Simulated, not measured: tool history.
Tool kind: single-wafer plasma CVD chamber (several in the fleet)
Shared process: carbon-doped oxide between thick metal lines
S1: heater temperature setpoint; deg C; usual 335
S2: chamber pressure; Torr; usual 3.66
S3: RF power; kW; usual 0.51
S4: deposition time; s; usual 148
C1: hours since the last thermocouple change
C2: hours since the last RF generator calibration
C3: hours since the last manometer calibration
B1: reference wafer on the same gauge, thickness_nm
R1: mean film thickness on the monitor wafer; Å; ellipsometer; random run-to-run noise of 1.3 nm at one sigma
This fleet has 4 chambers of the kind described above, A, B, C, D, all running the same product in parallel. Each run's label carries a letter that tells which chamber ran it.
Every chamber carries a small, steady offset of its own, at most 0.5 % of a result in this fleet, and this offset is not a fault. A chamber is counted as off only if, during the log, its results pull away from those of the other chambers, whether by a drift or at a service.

| run | hour | S1 | S2 | S3 | S4 | C1 | C2 | C3 | B1 | R1 |
|---|---|---|---|---|---|---|---|---|---|---|
| 1C | 3.3 | 335 | 3.66 | 0.51 | 148 | 1884.5 | 1150.4 | 1751.2 | 750.77 | 7497.3 |
| 2B | 6.6 | 335 | 3.66 | 0.51 | 148 | 1777.4 | 1127.7 | 661.7 | 750.79 | 7478.5 |
| 3A | 12.3 | 335 | 3.66 | 0.51 | 148 | 744 | 412.1 | 853.3 | 750.37 | 7456.1 |
| 4D | 16.5 | 335 | 3.66 | 0.51 | 148 | 879.9 | 197.9 | 634.2 | 750.45 | 7516.4 |
| 5A | 21.7 | 335 | 3.66 | 0.51 | 148 | 753.4 | 421.5 | 862.7 | 749.68 | 7477.2 |
| 6B | 27.5 | 335 | 2.8 | 0.51 | 167 | 1798.3 | 1148.6 | 682.6 | 749.88 | 8202.4 |
| 7D | 32.9 | 335 | 2.8 | 0.51 | 167 | 896.3 | 214.3 | 650.6 | 749.9 | 8242.5 |
| 8C | 36.7 | 335 | 2.8 | 0.51 | 167 | 1917.9 | 1183.8 | 1784.6 | 749.61 | 8224.4 |
| 9B | 42.5 | 335 | 2.8 | 0.51 | 167 | 1813.3 | 1163.6 | 697.6 | 749.3 | 8209.9 |
| 10D | 45.6 | 335 | 3.66 | 0.51 | 148 | 909 | 227 | 663.3 | 749.14 | 7521.9 |
| 11A | 49.1 | 335 | 3.66 | 0.51 | 148 | 780.8 | 448.9 | 890.1 | 748.95 | 7440.7 |
| 12C | 51.9 | 335 | 3.66 | 0.425 | 148 | 1933.1 | 1199 | 1799.8 | 748.82 | 6673.5 |
| 13D | 54.8 | 335 | 3.66 | 0.425 | 148 | 918.2 | 236.2 | 672.5 | 748.55 | 6648 |
| 14C | 59.6 | 335 | 3.66 | 0.425 | 148 | 1940.8 | 1206.7 | 1807.5 | 748.3 | 6646.7 |
| 15B | 63.3 | 335 | 3.66 | 0.425 | 148 | 1834.1 | 1184.4 | 718.4 | 748.39 | 6610 |
| 16A | 67.7 | 335 | 3.66 | 0.51 | 127 | 799.4 | 467.5 | 908.7 | 748.15 | 6393.5 |
| 17D | 73.6 | 335 | 3.66 | 0.51 | 127 | 937 | 255 | 691.3 | 748.06 | 6427.6 |
| 18A | 77.4 | 335 | 3.66 | 0.51 | 127 | 809.1 | 477.2 | 918.4 | 747.59 | 6395.4 |
| 19C | 82.5 | 335 | 3.66 | 0.51 | 127 | 1963.7 | 1229.6 | 1830.4 | 747.52 | 6416.3 |
| 20B | 86.7 | 335 | 3.66 | 0.51 | 148 | 1857.5 | 1207.8 | 741.8 | 747.44 | 7447.5 |
| 21C | 91.3 | 335 | 3.66 | 0.51 | 148 | 1972.5 | 1238.4 | 1839.2 | 747.19 | 7443.4 |
| 22D | 95 | 335 | 3.66 | 0.51 | 148 | 958.4 | 276.4 | 712.7 | 747.01 | 7494.2 |
| 23A | 100.4 | 335 | 3.97 | 0.51 | 160 | 832.1 | 500.2 | 941.4 | 746.7 | 8130.6 |
| 24B | 103.2 | 335 | 3.97 | 0.51 | 160 | 1874 | 1224.3 | 758.3 | 746.57 | 8116.2 |
| 25C | 109.4 | 335 | 3.97 | 0.51 | 160 | 1990.6 | 1256.5 | 1857.3 | 746.28 | 8140.2 |
| 26D | 115.1 | 335 | 3.97 | 0.51 | 160 | 978.5 | 296.5 | 732.8 | 746.13 | 8176.4 |
| 27B | 120.1 | 335 | 3.66 | 0.51 | 148 | 1890.9 | 1241.2 | 775.2 | 746.23 | 7412.5 |

Each of the 4 chambers runs these same settings next. Fill in every chamber's results:
| 28A | 124.6 | 335 | 3.66 | 0.51 | 131 |  |  |  |  | ? |
| 28B | 124.6 | 335 | 3.66 | 0.51 | 131 |  |  |  |  | ? |
| 28C | 124.6 | 335 | 3.66 | 0.51 | 131 |  |  |  |  | ? |
| 28D | 124.6 | 335 | 3.66 | 0.51 | 131 |  |  |  |  | ? |

| run | R1 |
|---|---|
| 28A | 6573.7 |
| 28B | 6567.7 |
| 28C | 6591.5 |
| 28D | 6608.6 |
